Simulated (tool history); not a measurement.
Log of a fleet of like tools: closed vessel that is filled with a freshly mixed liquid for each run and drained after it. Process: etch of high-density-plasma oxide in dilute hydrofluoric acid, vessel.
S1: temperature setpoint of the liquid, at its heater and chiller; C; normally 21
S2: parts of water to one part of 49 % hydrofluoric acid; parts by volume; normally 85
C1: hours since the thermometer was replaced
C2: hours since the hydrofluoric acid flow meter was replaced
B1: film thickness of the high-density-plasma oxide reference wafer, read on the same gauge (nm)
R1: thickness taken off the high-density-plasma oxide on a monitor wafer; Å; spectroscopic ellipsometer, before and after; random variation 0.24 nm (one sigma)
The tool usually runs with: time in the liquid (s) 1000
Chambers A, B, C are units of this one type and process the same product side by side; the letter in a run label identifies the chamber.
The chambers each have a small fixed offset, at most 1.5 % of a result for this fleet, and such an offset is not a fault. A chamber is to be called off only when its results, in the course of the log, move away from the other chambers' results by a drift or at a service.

{"hour": 4.0, "done": "chamber C: thermometer replaced"}
{"run": "1A", "hour": 9.1, "S1": 21, "S2": 85, "time in the liquid (s)": 1000, "C1": 692.0, "C2": 302.5, "B1": 80.003, "R1": 561.55}
{"run": "2B", "hour": 20.0, "S1": 21, "S2": 85, "time in the liquid (s)": 1000, "C1": 164.1, "C2": 895.8, "B1": 79.998, "R1": 557.61}
{"run": "3C", "hour": 28.4, "S1": 21, "S2": 85, "time in the liquid (s)": 1000, "C1": 24.4, "C2": 104.5, "B1": 79.966, "R1": 552.23}
{"run": "4C", "hour": 37.6, "S1": 21, "S2": 85, "time in the liquid (s)": 1000, "C1": 33.6, "C2": 113.7, "B1": 80.004, "R1": 547.65}
{"run": "5B", "hour": 48.4, "S1": 21, "S2": 85, "time in the liquid (s)": 1000, "C1": 192.5, "C2": 924.2, "B1": 80.001, "R1": 558.05}
{"run": "6A", "hour": 55.6, "S1": 17, "S2": 85, "time in the liquid (s)": 670, "C1": 738.5, "C2": 349.0, "B1": 80.027, "R1": 312.64}
{"run": "7C", "hour": 62.8, "S1": 17, "S2": 85, "time in the liquid (s)": 670, "C1": 58.8, "C2": 138.9, "B1": 79.975, "R1": 310.65}
{"run": "8B", "hour": 69.0, "S1": 17, "S2": 85, "time in the liquid (s)": 670, "C1": 213.1, "C2": 944.8, "B1": 80.011, "R1": 317.13}
{"run": "9A", "hour": 75.3, "S1": 21, "S2": 85, "time in the liquid (s)": 1000, "C1": 758.2, "C2": 368.7, "B1": 79.98, "R1": 561.34}
{"run": "10C", "hour": 82.4, "S1": 21, "S2": 85, "time in the liquid (s)": 1000, "C1": 78.4, "C2": 158.5, "B1": 80.013, "R1": 549.06}
{"run": "11B", "hour": 89.9, "S1": 21, "S2": 85, "time in the liquid (s)": 1000, "C1": 234.0, "C2": 965.7, "B1": 80.017, "R1": 556.36}
{"run": "12A", "hour": 98.8, "S1": 21, "S2": 85, "time in the liquid (s)": 1000, "C1": 781.7, "C2": 392.2, "B1": 79.994, "R1": 558.55}
{"run": "13A", "hour": 107.8, "S1": 21, "S2": 85, "time in the liquid (s)": 1000, "C1": 790.7, "C2": 401.2, "B1": 80.026, "R1": 556.6}
{"run": "14C", "hour": 119.6, "S1": 21, "S2": 85, "time in the liquid (s)": 1000, "C1": 115.6, "C2": 195.7, "B1": 79.988, "R1": 550.41}
{"run": "15B", "hour": 128.3, "S1": 21, "S2": 85, "time in the liquid (s)": 1000, "C1": 272.4, "C2": 1004.1, "B1": 79.982, "R1": 556.9}
{"run": "16B", "hour": 136.2, "S1": 21, "S2": 85, "time in the liquid (s)": 1000, "C1": 280.3, "C2": 1012.0, "B1": 79.985, "R1": 556.63}
{"run": "17C", "hour": 143.7, "S1": 21, "S2": 85, "time in the liquid (s)": 1000, "C1": 139.7, "C2": 219.8, "B1": 79.981, "R1": 547.87}
{"hour": 146.0, "done": "chamber A: thermometer replaced"}
{"run": "18A", "hour": 151.7, "S1": 21, "S2": 70, "time in the liquid (s)": 1450, "C1": 5.7, "C2": 445.1, "B1": 79.986, "R1": 991.86}
{"run": "19B", "hour": 161.3, "S1": 21, "S2": 70, "time in the liquid (s)": 1450, "C1": 305.4, "C2": 1037.1, "B1": 80.04, "R1": 1001.9}
{"run": "20C", "hour": 171.9, "S1": 21, "S2": 70, "time in the liquid (s)": 1450, "C1": 167.9, "C2": 248.0, "B1": 80.008, "R1": 986.48}
{"run": "21A", "hour": 183.9, "S1": 21, "S2": 85, "time in the liquid (s)": 1000, "C1": 37.9, "C2": 477.3, "B1": 79.98, "R1": 551.67}
{"run": "22B", "hour": 191.3, "S1": 21, "S2": 85, "time in the liquid (s)": 1000, "C1": 335.4, "C2": 1067.1, "B1": 80.03, "R1": 555.99}
{"run": "23A", "hour": 199.0, "S1": 21, "S2": 85, "time in the liquid (s)": 1000, "C1": 53.0, "C2": 492.4, "B1": 79.957, "R1": 548.98}
{"run": "24C", "hour": 206.5, "S1": 21, "S2": 85, "time in the liquid (s)": 1000, "C1": 202.5, "C2": 282.6, "B1": 79.997, "R1": 550.89}
{"run": "25C", "hour": 218.6, "S1": 21, "S2": 85, "time in the liquid (s)": 1000, "C1": 214.6, "C2": 294.7, "B1": 79.993, "R1": 548.81}
{"run": "26B", "hour": 225.7, "S1": 21, "S2": 85, "time in the liquid (s)": 1000, "C1": 369.8, "C2": 1101.5, "B1": 79.977, "R1": 556.15}
{"run": "27A", "hour": 232.9, "S1": 21, "S2": 85, "time in the liquid (s)": 1000, "C1": 86.9, "C2": 526.3, "B1": 79.965, "R1": 543.02}
{"run": "28B", "hour": 244.6, "S1": 21, "S2": 85, "time in the liquid (s)": 1000, "C1": 388.7, "C2": 1120.4, "B1": 79.987, "R1": 552.42}
{"run": "29C", "hour": 256.1, "S1": 21, "S2": 85, "time in the liquid (s)": 1000, "C1": 252.1, "C2": 332.2, "B1": 79.982, "R1": 548.79}
{"run": "30A", "hour": 268.1, "S1": 21, "S2": 85, "time in the liquid (s)": 1000, "C1": 122.1, "C2": 561.5, "B1": 79.935, "R1": 540.37}
{"run": "31C", "hour": 279.4, "S1": 21, "S2": 85, "time in the liquid (s)": 1000, "C1": 275.4, "C2": 355.5, "B1": 79.983, "R1": 551.58}
{"run": "32B", "hour": 288.6, "S1": 21, "S2": 85, "time in the liquid (s)": 420, "C1": 432.7, "C2": 1164.4, "B1": 79.993, "R1": 233.36}
{"run": "33A", "hour": 296.3, "S1": 21, "S2": 85, "time in the liquid (s)": 420, "C1": 150.3, "C2": 589.7, "B1": 80.042, "R1": 226.8}
{"run": "34A", "hour": 301.9, "S1": 21, "S2": 85, "time in the liquid (s)": 420, "C1": 155.9, "C2": 595.3, "B1": 79.999, "R1": 225.61}
{"run": "35C", "hour": 313.2, "S1": 21, "S2": 85, "time in the liquid (s)": 1000, "C1": 309.2, "C2": 389.3, "B1": 80.003, "R1": 549.7}
{"run": "36B", "hour": 321.3, "S1": 21, "S2": 85, "time in the liquid (s)": 1000, "C1": 465.4, "C2": 1197.1, "B1": 80.019, "R1": 555.65}
{"run": "37A", "hour": 333.6, "S1": 21, "S2": 85, "time in the liquid (s)": 1000, "C1": 187.6, "C2": 627.0, "B1": 80.027, "R1": 535.68}
{"run": "38B", "hour": 342.8, "S1": 21, "S2": 85, "time in the liquid (s)": 1000, "C1": 486.9, "C2": 1218.6, "B1": 79.977, "R1": 556.27}
{"run": "39C", "hour": 349.2, "S1": 21, "S2": 85, "time in the liquid (s)": 1000, "C1": 345.2, "C2": 425.3, "B1": 80.018, "R1": 549.37}
{"run": "40C", "hour": 355.2, "S1": 21, "S2": 85, "time in the liquid (s)": 1000, "C1": 351.2, "C2": 431.3, "B1": 79.987, "R1": 545.47}
{"run": "41A", "hour": 362.5, "S1": 21, "S2": 85, "time in the liquid (s)": 1000, "C1": 216.5, "C2": 655.9, "B1": 79.999, "R1": 535.56}

Read the log: is a single chamber off, either drifting away or since a service, is the gauge that measures every chamber drifting, or is nothing wrong beyond small per-chamber offsets? Name any odd chamber and what most likely caused it.

Little by little, chamber A moves away from the other chambers.
Likeliest cause: hydrofluoric acid flow below the setpoint (%) = 4.17.

Chamber A could run next with any of the 4 candidate recipes listed below; each alters the usual settings, and their results appear as question marks. Which one brings its results back in line with what the other chambers deliver on the usual settings?
Allowed miss from the other chambers' usual-settings mean, per result, to count as in line: R1 8.30 Å
{"run": "42A-1", "hour": 371.4, "S1": 21, "S2": 85, "time in the liquid (s)": 965, "R1": "?"}
{"run": "42A-2", "hour": 371.4, "S1": 21, "S2": 85, "time in the liquid (s)": 1040, "R1": "?"}
{"run": "42A-3", "hour": 371.4, "S1": 21, "S2": 85, "time in the liquid (s)": 1070, "R1": "?"}
{"run": "42A-4", "hour": 371.4, "S1": 21, "S2": 90, "time in the liquid (s)": 1000, "R1": "?"}

Average result of the remaining chambers running the usual settings: R1 553.24 Å
run=42A-1 R1=514.76
run=42A-2 R1=554.77
run=42A-3 R1=570.77
run=42A-4 R1=500.33
The answer is 42A-2, which returns the chamber to within the allowed miss of the others.
